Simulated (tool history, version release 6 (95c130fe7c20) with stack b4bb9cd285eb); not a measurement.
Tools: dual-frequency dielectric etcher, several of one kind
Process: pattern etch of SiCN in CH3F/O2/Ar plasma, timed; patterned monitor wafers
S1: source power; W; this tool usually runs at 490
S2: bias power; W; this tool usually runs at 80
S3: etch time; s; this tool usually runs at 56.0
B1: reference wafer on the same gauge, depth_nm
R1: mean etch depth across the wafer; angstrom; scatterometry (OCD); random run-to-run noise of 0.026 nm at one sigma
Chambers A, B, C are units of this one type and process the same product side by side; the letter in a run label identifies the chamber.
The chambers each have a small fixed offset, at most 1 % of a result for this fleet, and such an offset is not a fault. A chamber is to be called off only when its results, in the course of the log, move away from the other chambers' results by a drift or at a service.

run     day   S1  S2    S3      B1      R1
      0.292  -- chamber B: wet clean of the chamber
 1B   0.554  490  80  56.0  19.094  235.38
 2A   0.979  490  80  56.0  19.096  234.05
 3C   1.508  490  80  56.0  19.094  234.41
 4C   2.054  490  80  56.0  19.091  233.86
 5B   2.512  490  80  65.5  19.089  274.69
 6A   3.017  490  80  65.5  19.084  274.11
 7B   3.567  490  80  65.5  19.090  274.87
 8C   4.029  490  80  56.0  19.082  233.75
 9A   4.458  430  92  56.0  19.078  235.01
10B   4.954  430  92  56.0  19.079  235.34
11C   5.288  430  92  56.0  19.075  234.23
12A   5.612  490  80  56.0  19.077  234.55
13B   6.062  490  64  50.5  19.076  196.17
14A   6.383  490  64  50.5  19.068  195.30
15C   6.938  490  64  50.5  19.073  194.92
16A   7.492  490  80  56.0  19.065  233.73
17B   8.058  490  80  56.0  19.060  234.49
18C   8.417  490  80  56.0  19.067  233.61
19A   8.804  490  80  56.0  19.062  233.77
      8.838  -- chamber C: bias power generator calibrated
20C   9.125  490  80  56.0  19.058  233.65
21B   9.621  490  80  56.0  19.059  234.58
22C  10.188  490  80  56.0  19.049  233.69
23A  10.717  490  80  56.0  19.054  233.80
24B  11.075  570  98  56.0  19.048  267.09
25A  11.592  570  98  56.0  19.051  265.68
26C  11.933  570  98  56.0  19.044  266.66
27B  12.529  490  96  66.5  19.045  297.26
28A  13.088  490  96  66.5  19.037  296.45
29B  13.538  490  96  66.5  19.040  297.35
30C  14.054  490  80  56.0  19.031  233.78
31C  14.562  490  80  56.0  19.034  233.48
32A  14.883  490  80  56.0  19.032  233.53
33B  15.258  490  94  49.0  19.027  217.48
34B  15.654  490  94  49.0  19.027  217.19
35C  16.233  490  94  49.0  19.030  216.34
36A  16.588  490  80  56.0  19.025  233.34
     16.762  -- chamber B: wet clean of the chamber
37B  16.858  540  80  68.5  19.026  297.73
38A  17.438  540  80  68.5  19.022  296.54
39C  18.000  540  80  68.5  19.019  295.76
40C  18.558  490  80  56.0  19.013  233.44

Predict what each chamber gives when all 3 of them run the settings below next.
41A  18.992  490  80  56.0       ?
41B  18.992  490  80  56.0       ?
41C  18.992  490  80  56.0       ?

run      R1
41A  233.15
41B  233.77
41C  233.16
